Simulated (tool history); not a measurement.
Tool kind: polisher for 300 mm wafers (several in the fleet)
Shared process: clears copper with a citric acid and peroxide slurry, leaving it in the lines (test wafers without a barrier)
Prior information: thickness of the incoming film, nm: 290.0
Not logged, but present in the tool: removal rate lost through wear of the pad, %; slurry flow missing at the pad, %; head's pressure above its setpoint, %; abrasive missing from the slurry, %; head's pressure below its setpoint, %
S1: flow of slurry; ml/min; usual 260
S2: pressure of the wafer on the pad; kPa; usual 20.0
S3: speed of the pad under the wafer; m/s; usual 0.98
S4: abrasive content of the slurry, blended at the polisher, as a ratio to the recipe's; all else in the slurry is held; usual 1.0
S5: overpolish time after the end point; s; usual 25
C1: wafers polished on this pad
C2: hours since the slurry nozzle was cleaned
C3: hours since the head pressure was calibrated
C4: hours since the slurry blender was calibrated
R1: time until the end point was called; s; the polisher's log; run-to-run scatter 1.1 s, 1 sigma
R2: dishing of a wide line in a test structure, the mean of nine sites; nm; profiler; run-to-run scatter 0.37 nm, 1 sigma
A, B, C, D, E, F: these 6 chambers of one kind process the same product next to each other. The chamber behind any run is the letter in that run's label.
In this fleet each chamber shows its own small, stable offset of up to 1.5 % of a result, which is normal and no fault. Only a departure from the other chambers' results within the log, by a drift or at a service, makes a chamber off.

run,hour,S1,S2,S3,S4,S5,C1,C2,C3,C4,R1,R2
# hour 2.8: chamber C: slurry nozzle cleaned
# hour 10.5: chamber B: worn pad replaced by a new one
1D,13.5,260,20.0,0.98,1.0,25,314,183.5,82.2,18.2,132.88,19.093
# hour 20.8: chamber B: slurry blender recalibrated
# hour 27.9: chamber C: worn pad replaced by a new one
2B,28.5,260,20.0,0.98,1.0,25,160,254.3,939.7,7.8,134.47,19.301
# hour 39.1: chamber B: head pressure recalibrated
3E,42.5,260,20.0,0.98,1.0,25,792,454.5,354.4,286.8,132.06,19.236
# hour 43.6: chamber E: worn pad replaced by a new one
4C,55.4,260,20.0,0.98,1.0,25,244,52.7,63.3,90.7,132.65,19.347
# hour 55.6: chamber A: worn pad replaced by a new one
# hour 57.8: chamber F: worn pad replaced by a new one
5F,65.5,260,20.0,0.98,1.0,25,69,455.7,297.6,162.7,133.80,19.207
# hour 68.3: chamber D: worn pad replaced by a new one
6A,78.7,260,20.0,0.98,1.0,25,205,368.0,821.8,141.7,137.13,19.041
# hour 79.1: chamber A: slurry blender recalibrated
7A,91.7,260,20.0,0.98,1.0,25,321,381.0,834.8,12.6,133.27,19.130
8B,107.4,260,20.0,0.98,1.0,25,860,333.2,68.3,86.7,134.20,18.863
9E,119.1,260,20.0,0.98,1.0,25,671,531.1,431.0,363.4,131.62,19.990
10C,132.1,260,20.0,0.98,1.0,25,925,129.4,140.0,167.4,133.52,19.325
# hour 135.3: chamber B: slurry blender recalibrated
# hour 137.5: chamber E: worn pad replaced by a new one
11D,143.5,260,20.0,0.98,1.0,25,668,313.5,212.2,148.2,131.84,19.319
# hour 145.6: chamber E: slurry blender recalibrated
# hour 152.5: chamber F: worn pad replaced by a new one
12F,159.0,260,20.0,0.98,1.0,25,57,549.2,391.1,256.2,133.69,19.654
# hour 159.1: chamber D: slurry nozzle cleaned
# hour 163.4: chamber C: worn pad replaced by a new one
# hour 164.1: chamber D: worn pad replaced by a new one
# hour 164.4: chamber B: worn pad replaced by a new one
13E,173.0,260,20.0,0.98,1.0,25,315,585.0,484.9,27.5,134.08,20.391
14A,183.9,260,13.8,0.74,1.0,25,1139,473.2,927.0,104.8,255.46,14.486
# hour 194.4: chamber A: worn pad replaced by a new one
15B,198.4,260,13.8,0.74,1.0,25,302,424.2,159.3,63.1,250.70,14.892
# hour 203.6: chamber D: slurry blender recalibrated
# hour 206.6: chamber B: slurry nozzle cleaned
16C,209.0,260,13.8,0.74,1.0,25,405,206.3,216.9,244.3,244.49,14.396
17D,218.1,260,13.8,0.74,1.0,25,479,59.1,286.8,14.5,248.69,14.289
# hour 224.6: chamber E: worn pad replaced by a new one
# hour 228.1: chamber A: slurry blender recalibrated
# hour 230.9: chamber C: slurry blender recalibrated
# hour 231.2: chamber B: slurry blender recalibrated
# hour 232.7: chamber F: slurry blender recalibrated
18F,233.3,260,13.8,0.74,1.0,25,717,623.5,465.4,0.6,253.44,14.579
# hour 235.7: chamber F: worn pad replaced by a new one
# hour 236.3: chamber A: slurry nozzle cleaned
19C,243.9,260,13.8,0.74,1.0,25,715,241.2,251.8,13.1,247.76,14.704
# hour 248.2: chamber D: worn pad replaced by a new one
# hour 254.9: chamber D: head pressure recalibrated
20B,257.6,260,20.0,0.98,1.0,25,827,51.1,218.5,26.4,134.12,19.242
# hour 265.6: chamber E: slurry nozzle cleaned
21D,266.6,260,20.0,0.98,1.0,25,163,107.6,11.8,63.0,133.36,19.111
22A,273.5,260,20.0,0.98,1.0,25,702,37.3,1016.6,45.4,134.93,18.798
# hour 279.9: chamber A: head pressure recalibrated
23F,286.0,260,20.0,0.98,1.0,25,447,676.2,518.1,53.3,132.44,19.063
24E,300.6,260,20.0,0.98,1.0,25,674,35.0,612.5,155.1,134.00,19.685
# hour 314.2: chamber B: worn pad replaced by a new one
# hour 315.3: chamber C: worn pad replaced by a new one
25B,315.4,260,20.0,0.98,1.0,25,11,108.9,276.3,84.2,133.26,19.163
# hour 315.5: chamber F: worn pad replaced by a new one
# hour 316.6: chamber F: slurry nozzle cleaned
# hour 319.5: chamber E: head pressure recalibrated
# hour 323.6: chamber A: worn pad replaced by a new one
26A,324.0,260,20.0,0.98,1.0,25,4,87.8,44.1,95.9,132.77,19.939
27D,332.2,260,20.0,0.98,1.0,25,745,173.2,77.4,128.6,134.90,19.503
# hour 332.9: chamber E: worn pad replaced by a new one
28F,340.6,260,20.0,0.86,1.0,36,223,24.1,572.7,107.9,151.86,21.111
# hour 341.6: chamber B: slurry blender recalibrated
# hour 343.6: chamber D: worn pad replaced by a new one
29C,350.7,260,20.0,0.86,1.0,36,314,348.0,358.6,119.9,151.81,20.782
30E,359.5,260,20.0,0.86,1.0,36,236,93.9,40.0,214.0,150.96,20.807
31C,370.9,260,20.0,0.86,1.0,36,493,368.2,378.8,140.1,147.76,20.834
32E,382.6,260,20.0,0.86,1.0,36,441,117.0,63.1,237.1,149.01,20.348
# hour 387.1: chamber A: slurry blender recalibrated
33B,394.6,260,20.0,0.86,1.0,36,714,188.1,355.5,53.0,151.93,21.132
34A,404.6,260,20.0,0.98,1.0,25,719,168.4,124.7,17.5,134.03,19.653
# hour 407.4: chamber F: worn pad replaced by a new one
35D,415.4,260,20.0,0.98,1.1,25,638,256.4,160.6,211.8,130.09,19.830
# hour 419.0: chamber C: slurry nozzle cleaned
36F,431.3,260,20.0,0.98,1.1,25,212,114.8,663.4,198.6,131.80,19.598
37F,444.9,260,20.0,0.98,1.1,25,333,128.4,677.0,212.2,130.13,19.332
38C,454.2,260,20.0,0.98,1.1,25,1233,35.3,462.1,223.4,130.94,19.747

For the next run the whole fleet of 6 chambers uses the same settings. Give each chamber's results:
39A,465.7,260,20.0,0.68,1.0,25,,,,,?,?
39B,465.7,260,20.0,0.68,1.0,25,,,,,?,?
39C,465.7,260,20.0,0.68,1.0,25,,,,,?,?
39D,465.7,260,20.0,0.68,1.0,25,,,,,?,?
39E,465.7,260,20.0,0.68,1.0,25,,,,,?,?
39F,465.7,260,20.0,0.68,1.0,25,,,,,?,?

run,R1,R2
39A,189.86,16.812
39B,187.85,16.891
39C,186.47,16.714
39D,189.76,16.578
39E,185.63,17.264
39F,189.25,17.542
